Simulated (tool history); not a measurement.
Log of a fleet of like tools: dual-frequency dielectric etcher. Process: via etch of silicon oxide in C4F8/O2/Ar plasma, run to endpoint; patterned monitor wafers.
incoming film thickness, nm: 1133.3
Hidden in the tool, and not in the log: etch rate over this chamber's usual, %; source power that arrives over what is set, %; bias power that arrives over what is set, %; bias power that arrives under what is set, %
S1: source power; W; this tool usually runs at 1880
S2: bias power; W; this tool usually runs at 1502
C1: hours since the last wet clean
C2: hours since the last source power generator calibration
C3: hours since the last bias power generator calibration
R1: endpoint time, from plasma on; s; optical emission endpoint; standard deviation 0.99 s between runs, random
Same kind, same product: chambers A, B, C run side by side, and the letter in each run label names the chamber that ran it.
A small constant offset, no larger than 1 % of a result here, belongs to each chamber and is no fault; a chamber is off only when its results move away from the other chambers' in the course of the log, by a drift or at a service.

run 1A hour=4.1 | S1=1880 S2=1502 | C1=424.1 C2=310.2 C3=2782.1 | R1=248.45
run 2B hour=8.6 | S1=1880 S2=1502 | C1=433.4 C2=1591.3 C3=2911.9 | R1=248.86
run 3C hour=12.5 | S1=1880 S2=1502 | C1=222.9 C2=3613.6 C3=1418.0 | R1=249.62
run 4C hour=16.5 | S1=1880 S2=1502 | C1=226.9 C2=3617.6 C3=1422.0 | R1=250.05
run 5A hour=21.0 | S1=1880 S2=1502 | C1=441.0 C2=327.1 C3=2799.0 | R1=247.77
run 6B hour=26.7 | S1=1880 S2=1502 | C1=451.5 C2=1609.4 C3=2930.0 | R1=250.85
run 7A hour=30.5 | S1=1880 S2=1502 | C1=450.5 C2=336.6 C3=2808.5 | R1=249.87
run 8C hour=34.5 | S1=1880 S2=1502 | C1=244.9 C2=3635.6 C3=1440.0 | R1=250.90
run 9B hour=39.4 | S1=1880 S2=1502 | C1=464.2 C2=1622.1 C3=2942.7 | R1=250.77
run 10C hour=43.6 | S1=1880 S2=1502 | C1=254.0 C2=3644.7 C3=1449.1 | R1=249.91
run 11B hour=47.9 | S1=1530 S2=1165 | C1=472.7 C2=1630.6 C3=2951.2 | R1=290.82
run 12A hour=51.5 | S1=1530 S2=1165 | C1=471.5 C2=357.6 C3=2829.5 | R1=287.99
-- hour=55.5 chamber B: wet clean of the chamber
run 13A hour=56.1 | S1=1530 S2=1165 | C1=476.1 C2=362.2 C3=2834.1 | R1=288.35
run 14C hour=58.9 | S1=1880 S2=1502 | C1=269.3 C2=3660.0 C3=1464.4 | R1=249.92
run 15B hour=63.4 | S1=1880 S2=1502 | C1=7.9 C2=1646.1 C3=2966.7 | R1=242.40
run 16A hour=68.7 | S1=1880 S2=1502 | C1=488.7 C2=374.8 C3=2846.7 | R1=250.01
run 17C hour=71.8 | S1=1880 S2=1502 | C1=282.2 C2=3672.9 C3=1477.3 | R1=250.10
-- hour=73.2 chamber A: wet clean of the chamber
run 18B hour=75.5 | S1=1880 S2=1502 | C1=20.0 C2=1658.2 C3=2978.8 | R1=241.03
run 19B hour=79.0 | S1=1880 S2=1502 | C1=23.5 C2=1661.7 C3=2982.3 | R1=241.39
run 20A hour=82.2 | S1=1880 S2=1502 | C1=9.0 C2=388.3 C3=2860.2 | R1=249.34
run 21C hour=87.7 | S1=1880 S2=1708 | C1=298.1 C2=3688.8 C3=1493.2 | R1=239.83
run 22B hour=91.8 | S1=1880 S2=1708 | C1=36.3 C2=1674.5 C3=2995.1 | R1=232.03
run 23C hour=96.4 | S1=1880 S2=1708 | C1=306.8 C2=3697.5 C3=1501.9 | R1=240.05
run 24A hour=99.2 | S1=2180 S2=1278 | C1=26.0 C2=405.3 C3=2877.2 | R1=245.13
run 25A hour=104.1 | S1=2180 S2=1278 | C1=30.9 C2=410.2 C3=2882.1 | R1=245.46
run 26C hour=107.0 | S1=2180 S2=1278 | C1=317.4 C2=3708.1 C3=1512.5 | R1=244.81
run 27B hour=112.6 | S1=1880 S2=1838 | C1=57.1 C2=1695.3 C3=3015.9 | R1=227.28
run 28C hour=117.5 | S1=1880 S2=1838 | C1=327.9 C2=3718.6 C3=1523.0 | R1=237.23
run 29B hour=120.2 | S1=1880 S2=1838 | C1=64.7 C2=1702.9 C3=3023.5 | R1=227.21
run 30A hour=124.6 | S1=1880 S2=1502 | C1=51.4 C2=430.7 C3=2902.6 | R1=247.46
run 31A hour=129.4 | S1=1690 S2=1502 | C1=56.2 C2=435.5 C3=2907.4 | R1=261.45
run 32C hour=133.6 | S1=1690 S2=1502 | C1=344.0 C2=3734.7 C3=1539.1 | R1=259.66
run 33B hour=138.7 | S1=1690 S2=1502 | C1=83.2 C2=1721.4 C3=3042.0 | R1=252.74
run 34A hour=143.4 | S1=1880 S2=1502 | C1=70.2 C2=449.5 C3=2921.4 | R1=249.03
run 35C hour=146.2 | S1=1880 S2=1502 | C1=356.6 C2=3747.3 C3=1551.7 | R1=247.49
run 36B hour=150.0 | S1=1880 S2=1502 | C1=94.5 C2=1732.7 C3=3053.3 | R1=242.28
run 37C hour=152.6 | S1=1880 S2=1502 | C1=363.0 C2=3753.7 C3=1558.1 | R1=248.15
run 38B hour=156.6 | S1=1880 S2=1502 | C1=101.1 C2=1739.3 C3=3059.9 | R1=239.84
run 39A hour=161.7 | S1=1880 S2=1502 | C1=88.5 C2=467.8 C3=2939.7 | R1=249.87
run 40B hour=165.8 | S1=1880 S2=1502 | C1=110.3 C2=1748.5 C3=3069.1 | R1=241.65

What goes on in this fleet: one chamber off, a drifting gauge, or nothing beyond the chambers' own small offsets? Name the chamber and the cause, if any.

Chamber B came out of a service off from its peers and stayed that way.
Cause: etch rate over this chamber's usual, % = 3.69.

Chamber B could run next with any of the 4 candidate recipes listed below; each alters the usual settings, and their results appear as question marks. Which one brings its results back in line with what the other chambers deliver on the usual settings?
In line means no further than this from the other chambers' mean on the usual settings: R1 3.50 s
run 41B-1 hour=169.9 | S1=1780 S2=1447 | R1=?
run 41B-2 hour=169.9 | S1=1980 S2=1557 | R1=?
run 41B-3 hour=169.9 | S1=1900 S2=1514 | R1=?
run 41B-4 hour=169.9 | S1=1880 S2=1464 | R1=?

On the usual settings, the other chambers give on average: R1 249.34 s
run=41B-1 R1=249.84
run=41B-2 R1=234.48
run=41B-3 R1=240.29
run=41B-4 R1=243.55
Change 41B-1 lands the chamber within the allowed miss of the other chambers.
